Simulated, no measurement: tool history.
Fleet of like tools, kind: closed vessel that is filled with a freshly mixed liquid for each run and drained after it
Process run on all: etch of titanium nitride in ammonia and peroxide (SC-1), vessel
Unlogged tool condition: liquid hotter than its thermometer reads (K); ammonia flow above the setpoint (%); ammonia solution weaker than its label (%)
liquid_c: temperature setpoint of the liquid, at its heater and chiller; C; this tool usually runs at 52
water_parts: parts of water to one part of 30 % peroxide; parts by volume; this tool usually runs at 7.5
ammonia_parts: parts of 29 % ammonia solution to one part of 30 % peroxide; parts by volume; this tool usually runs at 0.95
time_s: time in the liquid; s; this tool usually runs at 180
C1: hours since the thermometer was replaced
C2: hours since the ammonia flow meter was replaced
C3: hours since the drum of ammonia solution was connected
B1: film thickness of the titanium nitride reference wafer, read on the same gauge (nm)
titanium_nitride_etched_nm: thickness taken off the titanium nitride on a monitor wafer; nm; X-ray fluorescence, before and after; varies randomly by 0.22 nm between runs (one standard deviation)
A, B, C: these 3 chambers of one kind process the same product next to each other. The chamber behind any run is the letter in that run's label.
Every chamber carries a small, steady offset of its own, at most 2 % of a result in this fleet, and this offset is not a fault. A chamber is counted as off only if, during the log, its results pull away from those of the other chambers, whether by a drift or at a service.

Run 1B, hour 4.9: usual settings; C1 402.7; C2 1495.5; C3 340.7; B1 109.97. Result: titanium_nitride_etched_nm 29.463 nm.
Run 2C, hour 9.9: usual settings; C1 867.8; C2 1498.1; C3 813; B1 109.98. Result: titanium_nitride_etched_nm 30.521 nm.
Run 3A, hour 17.7: usual settings; C1 896.3; C2 1582.7; C3 65.6; B1 110.02. Result: titanium_nitride_etched_nm 29.573 nm.
Run 4B, hour 24: usual settings; C1 421.8; C2 1514.6; C3 359.8; B1 110.01. Result: titanium_nitride_etched_nm 29.768 nm.
Run 5C, hour 31.6: usual settings; C1 889.5; C2 1519.8; C3 834.7; B1 110.01. Result: titanium_nitride_etched_nm 30.333 nm.
Run 6A, hour 37.5: usual settings but water_parts 5 parts by volume; C1 916.1; C2 1602.5; C3 85.4; B1 110.01. Result: titanium_nitride_etched_nm 35.549 nm.
Run 7C, hour 43.7: usual settings but water_parts 5 parts by volume; C1 901.6; C2 1531.9; C3 846.8; B1 109.98. Result: titanium_nitride_etched_nm 36.403 nm.
Run 8A, hour 49.7: usual settings but water_parts 5 parts by volume; C1 928.3; C2 1614.7; C3 97.6; B1 109.98. Result: titanium_nitride_etched_nm 35.586 nm.
Run 9B, hour 56.4: usual settings but water_parts 10.5 parts by volume; C1 454.2; C2 1547; C3 392.2; B1 110.03. Result: titanium_nitride_etched_nm 24.847 nm.
At hour 57.3: chamber A: thermometer replaced.
At hour 58.8: chamber C: new drum of ammonia solution connected.
Run 10C, hour 64: usual settings but water_parts 10.5 parts by volume; C1 921.9; C2 1552.2; C3 5.2; B1 109.98. Result: titanium_nitride_etched_nm 25.843 nm.
Run 11B, hour 68.4: usual settings but water_parts 10.5 parts by volume; C1 466.2; C2 1559; C3 404.2; B1 110.03. Result: titanium_nitride_etched_nm 25.423 nm.
Run 12A, hour 74.5: usual settings; C1 17.3; C2 1639.5; C3 122.4; B1 109.99. Result: titanium_nitride_etched_nm 29.493 nm.
Run 13C, hour 80.1: usual settings; C1 938; C2 1568.3; C3 21.3; B1 110.05. Result: titanium_nitride_etched_nm 30.553 nm.
Run 14A, hour 84.2: usual settings but liquid_c 45.5 C, ammonia_parts 0.6 parts by volume; C1 27; C2 1649.2; C3 132.1; B1 110.02. Result: titanium_nitride_etched_nm 17.249 nm.
Run 15B, hour 91.8: usual settings but liquid_c 45.5 C, ammonia_parts 0.6 parts by volume; C1 489.6; C2 1582.4; C3 427.6; B1 109.99. Result: titanium_nitride_etched_nm 17.689 nm.
Run 16A, hour 98.7: usual settings but liquid_c 45.5 C, ammonia_parts 0.6 parts by volume; C1 41.5; C2 1663.7; C3 146.6; B1 109.98. Result: titanium_nitride_etched_nm 17.398 nm.
Run 17C, hour 103.5: usual settings; C1 961.4; C2 1591.7; C3 44.7; B1 110. Result: titanium_nitride_etched_nm 30.659 nm.
Run 18B, hour 110.3: usual settings; C1 508.1; C2 1600.9; C3 446.1; B1 110.03. Result: titanium_nitride_etched_nm 29.966 nm.
Run 19C, hour 116.7: usual settings; C1 974.6; C2 1604.9; C3 57.9; B1 110.05. Result: titanium_nitride_etched_nm 30.222 nm.
Run 20A, hour 120.9: usual settings; C1 63.7; C2 1685.9; C3 168.8; B1 110.01. Result: titanium_nitride_etched_nm 29.521 nm.
Run 21B, hour 126.2: usual settings; C1 524; C2 1616.8; C3 462; B1 110.04. Result: titanium_nitride_etched_nm 29.658 nm.
Run 22A, hour 132.1: usual settings; C1 74.9; C2 1697.1; C3 180; B1 109.96. Result: titanium_nitride_etched_nm 29.9 nm.
Run 23B, hour 136.6: usual settings; C1 534.4; C2 1627.2; C3 472.4; B1 110. Result: titanium_nitride_etched_nm 29.651 nm.
Run 24C, hour 141.6: usual settings; C1 999.5; C2 1629.8; C3 82.8; B1 110.03. Result: titanium_nitride_etched_nm 30.486 nm.
Run 25C, hour 145.3: usual settings; C1 1003.2; C2 1633.5; C3 86.5; B1 110.01. Result: titanium_nitride_etched_nm 30.275 nm.
Run 26B, hour 151: usual settings; C1 548.8; C2 1641.6; C3 486.8; B1 109.98. Result: titanium_nitride_etched_nm 29.703 nm.
Run 27A, hour 154.8: usual settings; C1 97.6; C2 1719.8; C3 202.7; B1 109.96. Result: titanium_nitride_etched_nm 29.442 nm.
Run 28A, hour 159: usual settings but ammonia_parts 1.2 parts by volume, time_s 90 s; C1 101.8; C2 1724; C3 206.9; B1 109.96. Result: titanium_nitride_etched_nm 15.073 nm.
At hour 160.4: chamber A: ammonia flow meter replaced.
Run 29B, hour 162.9: usual settings but ammonia_parts 1.2 parts by volume, time_s 90 s; C1 560.7; C2 1653.5; C3 498.7; B1 110. Result: titanium_nitride_etched_nm 15.443 nm.
Run 30C, hour 168.7: usual settings but ammonia_parts 1.2 parts by volume, time_s 90 s; C1 1026.6; C2 1656.9; C3 109.9; B1 110.02. Result: titanium_nitride_etched_nm 15.698 nm.
Run 31C, hour 172.1: usual settings; C1 1030; C2 1660.3; C3 113.3; B1 110. Result: titanium_nitride_etched_nm 30.627 nm.
Run 32A, hour 177.3: usual settings but ammonia_parts 1.2 parts by volume; C1 120.1; C2 16.9; C3 225.2; B1 110.06. Result: titanium_nitride_etched_nm 30.251 nm.
Run 33B, hour 184.1: usual settings but ammonia_parts 1.2 parts by volume; C1 581.9; C2 1674.7; C3 519.9; B1 110.01. Result: titanium_nitride_etched_nm 30.809 nm.
Run 34B, hour 190.3: usual settings but ammonia_parts 1.2 parts by volume; C1 588.1; C2 1680.9; C3 526.1; B1 109.98. Result: titanium_nitride_etched_nm 30.867 nm.
Run 35A, hour 195.8: usual settings; C1 138.6; C2 35.4; C3 243.7; B1 109.99. Result: titanium_nitride_etched_nm 29.615 nm.
Run 36C, hour 203.1: usual settings; C1 1061; C2 1691.3; C3 144.3; B1 109.98. Result: titanium_nitride_etched_nm 30.608 nm.
Run 37C, hour 207: usual settings; C1 1064.9; C2 1695.2; C3 148.2; B1 109.98. Result: titanium_nitride_etched_nm 30.714 nm.
Run 38B, hour 214: usual settings; C1 611.8; C2 1704.6; C3 549.8; B1 110.03. Result: titanium_nitride_etched_nm 29.705 nm.
Run 39A, hour 220.4: usual settings; C1 163.2; C2 60; C3 268.3; B1 110. Result: titanium_nitride_etched_nm 29.591 nm.
Run 40A, hour 228.2: usual settings; C1 171; C2 67.8; C3 276.1; B1 110.07. Result: titanium_nitride_etched_nm 29.93 nm.
Run 41C, hour 232.8: usual settings; C1 1090.7; C2 1721; C3 174; B1 110.02. Result: titanium_nitride_etched_nm 30.399 nm.
Run 42B, hour 236.8: usual settings; C1 634.6; C2 1727.4; C3 572.6; B1 109.97. Result: titanium_nitride_etched_nm 29.43 nm.
Run 43B, hour 244.4: usual settings; C1 642.2; C2 1735; C3 580.2; B1 109.98. Result: titanium_nitride_etched_nm 29.784 nm.

For the next run the whole fleet of 3 chambers uses the same settings. Give each chamber's results:
Run 44A, hour 250.1: usual settings but liquid_c 42.5 C. Result: titanium_nitride_etched_nm ?.
Run 44B, hour 250.1: usual settings but liquid_c 42.5 C. Result: titanium_nitride_etched_nm ?.
Run 44C, hour 250.1: usual settings but liquid_c 42.5 C. Result: titanium_nitride_etched_nm ?.

run  titanium_nitride_etched_nm
44A                      14.858
44B                      15.171
44C                      15.594
